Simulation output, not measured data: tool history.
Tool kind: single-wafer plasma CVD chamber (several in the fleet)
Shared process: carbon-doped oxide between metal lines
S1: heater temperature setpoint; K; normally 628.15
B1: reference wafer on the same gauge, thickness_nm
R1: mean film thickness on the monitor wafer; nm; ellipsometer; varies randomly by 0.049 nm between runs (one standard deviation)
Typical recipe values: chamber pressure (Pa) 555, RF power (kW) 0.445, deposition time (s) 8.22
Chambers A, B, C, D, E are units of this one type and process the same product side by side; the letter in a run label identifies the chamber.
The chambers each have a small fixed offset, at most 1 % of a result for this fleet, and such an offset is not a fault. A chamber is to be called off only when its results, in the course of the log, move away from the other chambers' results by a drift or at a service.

Run 1D, hour 6.5: usual settings; B1 44.383. Result: R1 38.387 nm.
Run 2C, hour 15.9: usual settings; B1 44.397. Result: R1 38.216 nm.
Run 3E, hour 27.0: usual settings; B1 44.414. Result: R1 38.028 nm.
Run 4B, hour 36.3: usual settings; B1 44.425. Result: R1 38.241 nm.
Run 5A, hour 49.4: usual settings; B1 44.445. Result: R1 38.210 nm.
At hour 54.9: chamber B: thermocouple changed; heater temperature recalibrated.
Run 6E, hour 56.4: usual settings; B1 44.433. Result: R1 38.065 nm.
At hour 67.4: chamber C: RF generator calibrated.
Run 7D, hour 69.8: usual settings; B1 44.446. Result: R1 38.403 nm.
Run 8A, hour 76.6: usual settings; B1 44.445. Result: R1 38.230 nm.
Run 9B, hour 86.4: usual settings; B1 44.447. Result: R1 38.204 nm.
Run 10C, hour 99.2: usual settings; B1 44.460. Result: R1 38.239 nm.
Run 11A, hour 107.5: usual settings; B1 44.467. Result: R1 38.333 nm.
Run 12E, hour 121.4: usual settings; B1 44.466. Result: R1 38.042 nm.
Run 13B, hour 128.0: usual settings; B1 44.470. Result: R1 38.293 nm.
Run 14D, hour 137.5: usual settings but S1 614.15 K; B1 44.457. Result: R1 40.074 nm.
Run 15C, hour 144.4: usual settings but S1 614.15 K; B1 44.472. Result: R1 39.734 nm.
Run 16A, hour 157.7: usual settings but S1 614.15 K; B1 44.487. Result: R1 39.862 nm.
At hour 163.6: chamber B: RF generator calibrated.
Run 17E, hour 167.5: usual settings but S1 614.15 K; B1 44.498. Result: R1 39.703 nm.
Run 18C, hour 178.1: usual settings but S1 614.15 K; B1 44.495. Result: R1 39.779 nm.
Run 19D, hour 192.0: usual settings; B1 44.517. Result: R1 38.513 nm.
Run 20B, hour 199.2: usual settings; B1 44.517. Result: R1 38.365 nm.
Run 21C, hour 212.7: usual settings but deposition time (s) 7.16; B1 44.526. Result: R1 33.390 nm.
Run 22E, hour 219.3: usual settings but deposition time (s) 7.16; B1 44.505. Result: R1 33.266 nm.
Run 23A, hour 228.3: usual settings but deposition time (s) 7.16; B1 44.536. Result: R1 33.458 nm.
Run 24D, hour 239.5: usual settings but deposition time (s) 7.16; B1 44.525. Result: R1 33.610 nm.
At hour 248.7: chamber E: RF generator calibrated.
Run 25B, hour 250.4: usual settings but deposition time (s) 7.16; B1 44.552. Result: R1 33.383 nm.
Run 26E, hour 264.4: usual settings; B1 44.549. Result: R1 38.112 nm.
At hour 267.9: chamber D: thermocouple changed; heater temperature recalibrated.
Run 27A, hour 271.1: usual settings; B1 44.564. Result: R1 38.375 nm.
Run 28B, hour 280.7: usual settings; B1 44.569. Result: R1 38.292 nm.
Run 29C, hour 288.6: usual settings; B1 44.569. Result: R1 38.292 nm.
Run 30D, hour 301.8: usual settings; B1 44.561. Result: R1 38.599 nm.
Run 31C, hour 309.1: usual settings; B1 44.578. Result: R1 38.219 nm.
Run 32E, hour 321.4: usual settings; B1 44.594. Result: R1 38.161 nm.
Run 33B, hour 335.3: usual settings; B1 44.576. Result: R1 38.374 nm.
At hour 339.9: chamber A: RF generator calibrated.
Run 34D, hour 348.0: usual settings; B1 44.599. Result: R1 38.608 nm.
Run 35A, hour 360.0: usual settings; B1 44.610. Result: R1 38.396 nm.
Run 36D, hour 366.3: usual settings; B1 44.609. Result: R1 38.628 nm.
Run 37E, hour 379.8: usual settings; B1 44.617. Result: R1 38.179 nm.
Run 38C, hour 386.3: usual settings; B1 44.621. Result: R1 38.212 nm.
Run 39B, hour 394.8: usual settings but S1 639.15 K, RF power (kW) 0.495; B1 44.615. Result: R1 40.080 nm.
Run 40A, hour 405.0: usual settings but S1 639.15 K, RF power (kW) 0.495; B1 44.614. Result: R1 40.083 nm.

Is one chamber out of step, is the gauge drifting, or do the chambers differ by no more than their own small offsets? For an off chamber, give its letter and the likeliest cause.

It is the gauge, not a chamber: its drift shows up in every chamber's results at once, and no chamber is off.
Most likely cause: gauge reads high (%) = 0.522.

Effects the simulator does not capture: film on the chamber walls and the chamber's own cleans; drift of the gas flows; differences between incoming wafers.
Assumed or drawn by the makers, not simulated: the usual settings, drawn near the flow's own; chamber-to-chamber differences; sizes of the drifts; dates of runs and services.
